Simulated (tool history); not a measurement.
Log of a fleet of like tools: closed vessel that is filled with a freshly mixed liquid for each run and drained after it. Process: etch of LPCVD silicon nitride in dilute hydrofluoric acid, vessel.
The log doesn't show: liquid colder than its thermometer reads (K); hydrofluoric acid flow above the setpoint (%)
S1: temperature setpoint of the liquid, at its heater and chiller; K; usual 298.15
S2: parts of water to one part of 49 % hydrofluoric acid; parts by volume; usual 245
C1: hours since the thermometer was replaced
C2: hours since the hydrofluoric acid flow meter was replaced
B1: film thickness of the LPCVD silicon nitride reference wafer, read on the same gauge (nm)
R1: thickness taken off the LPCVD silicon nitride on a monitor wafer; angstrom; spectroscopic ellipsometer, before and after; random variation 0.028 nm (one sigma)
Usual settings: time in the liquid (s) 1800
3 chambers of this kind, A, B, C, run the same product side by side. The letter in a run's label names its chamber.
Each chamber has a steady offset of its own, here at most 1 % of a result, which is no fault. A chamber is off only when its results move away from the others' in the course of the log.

Run 1A, hour 4.7: usual settings; C1 76.9; C2 736.6; B1 70.012. Result: R1 40.925 angstrom.
Run 2C, hour 8.6: usual settings; C1 498.4; C2 14.6; B1 69.987. Result: R1 40.571 angstrom.
Run 3B, hour 13.3: usual settings; C1 1880.7; C2 777.6; B1 69.986. Result: R1 40.236 angstrom.
Run 4C, hour 18.5: usual settings; C1 508.3; C2 24.5; B1 69.983. Result: R1 41.431 angstrom.
Run 5A, hour 27.2: usual settings; C1 99.4; C2 759.1; B1 70.038. Result: R1 40.826 angstrom.
Run 6B, hour 35.3: usual settings; C1 1902.7; C2 799.6; B1 70.02. Result: R1 40.274 angstrom.
Run 7C, hour 43.5: usual settings; C1 533.3; C2 49.5; B1 70.031. Result: R1 40.833 angstrom.
At hour 44.8: chamber C: thermometer replaced.
Run 8B, hour 48.7: usual settings; C1 1916.1; C2 813; B1 70. Result: R1 39.957 angstrom.
Run 9A, hour 55.3: usual settings; C1 127.5; C2 787.2; B1 70.004. Result: R1 40.79 angstrom.
Run 10A, hour 62: usual settings; C1 134.2; C2 793.9; B1 69.995. Result: R1 41.194 angstrom.
Run 11B, hour 67.4: usual settings; C1 1934.8; C2 831.7; B1 70.004. Result: R1 40.417 angstrom.
Run 12C, hour 72.8: usual settings but S2 355 parts by volume; C1 28.1; C2 78.8; B1 69.966. Result: R1 28.235 angstrom.
Run 13B, hour 77.8: usual settings but S2 355 parts by volume; C1 1945.2; C2 842.1; B1 69.98. Result: R1 27.667 angstrom.
Run 14A, hour 84.3: usual settings but S2 355 parts by volume; C1 156.5; C2 816.2; B1 70.023. Result: R1 28.257 angstrom.
Run 15C, hour 88.6: usual settings; C1 43.9; C2 94.6; B1 69.994. Result: R1 40.745 angstrom.
Run 16B, hour 96.9: usual settings; C1 1964.3; C2 861.2; B1 70.035. Result: R1 39.974 angstrom.
Run 17A, hour 101.2: usual settings; C1 173.4; C2 833.1; B1 70.009. Result: R1 41.226 angstrom.
Run 18C, hour 105: usual settings; C1 60.3; C2 111; B1 69.984. Result: R1 40.667 angstrom.
Run 19C, hour 113.6: usual settings; C1 68.9; C2 119.6; B1 69.993. Result: R1 40.674 angstrom.
Run 20A, hour 118.1: usual settings; C1 190.3; C2 850; B1 70.005. Result: R1 42.023 angstrom.
Run 21B, hour 126.2: usual settings; C1 1993.6; C2 890.5; B1 70. Result: R1 40.557 angstrom.
Run 22C, hour 131.2: usual settings; C1 86.5; C2 137.2; B1 69.997. Result: R1 40.81 angstrom.
Run 23B, hour 139.5: usual settings; C1 2006.9; C2 903.8; B1 69.986. Result: R1 40.467 angstrom.
Run 24A, hour 145.7: usual settings; C1 217.9; C2 877.6; B1 70.013. Result: R1 41.968 angstrom.
Run 25A, hour 154.4: usual settings; C1 226.6; C2 886.3; B1 70.011. Result: R1 42.652 angstrom.
Run 26B, hour 160.5: usual settings; C1 2027.9; C2 924.8; B1 69.964. Result: R1 40.284 angstrom.
Run 27C, hour 169.3: usual settings; C1 124.6; C2 175.3; B1 70.031. Result: R1 40.869 angstrom.
Run 28C, hour 175: usual settings; C1 130.3; C2 181; B1 69.985. Result: R1 40.866 angstrom.
Run 29B, hour 182.1: usual settings; C1 2049.5; C2 946.4; B1 69.964. Result: R1 40.064 angstrom.
Run 30A, hour 188.6: usual settings; C1 260.8; C2 920.5; B1 70.008. Result: R1 42.844 angstrom.
Run 31B, hour 195.1: usual settings; C1 2062.5; C2 959.4; B1 70.019. Result: R1 40.346 angstrom.
Run 32A, hour 202: usual settings; C1 274.2; C2 933.9; B1 69.944. Result: R1 43.136 angstrom.
Run 33C, hour 205.9: usual settings; C1 161.2; C2 211.9; B1 70.008. Result: R1 41.009 angstrom.
Run 34A, hour 213.9: usual settings; C1 286.1; C2 945.8; B1 70.055. Result: R1 42.892 angstrom.
Run 35C, hour 221.5: usual settings; C1 176.8; C2 227.5; B1 69.985. Result: R1 39.93 angstrom.
Run 36B, hour 226: usual settings but S1 301.65 K; C1 2093.4; C2 990.3; B1 70.003. Result: R1 50.142 angstrom.
Run 37A, hour 233.6: usual settings but S1 301.65 K; C1 305.8; C2 965.5; B1 70.028. Result: R1 54.073 angstrom.
Run 38C, hour 238.8: usual settings but S1 301.65 K; C1 194.1; C2 244.8; B1 69.982. Result: R1 50.377 angstrom.
Run 39B, hour 247.4: usual settings but S1 302.65 K, time in the liquid (s) 2400; C1 2114.8; C2 1011.7; B1 69.975. Result: R1 71.371 angstrom.
Run 40A, hour 255.8: usual settings but S1 302.65 K, time in the liquid (s) 2400; C1 328; C2 987.7; B1 69.998. Result: R1 76.794 angstrom.
Run 41B, hour 259.8: usual settings but S1 302.65 K, time in the liquid (s) 2400; C1 2127.2; C2 1024.1; B1 69.982. Result: R1 69.962 angstrom.
Run 42C, hour 265.3: usual settings; C1 220.6; C2 271.3; B1 69.982. Result: R1 41.03 angstrom.
Run 43C, hour 271.3: usual settings; C1 226.6; C2 277.3; B1 70.027. Result: R1 40.687 angstrom.

Next, every chamber runs the same settings. What will each give?
Run 44A, hour 277.6: usual settings but S1 299.65 K. Result: R1 ?.
Run 44B, hour 277.6: usual settings but S1 299.65 K. Result: R1 ?.
Run 44C, hour 277.6: usual settings but S1 299.65 K. Result: R1 ?.

run      R1
44A  49.299
44B  43.569
44C  44.936
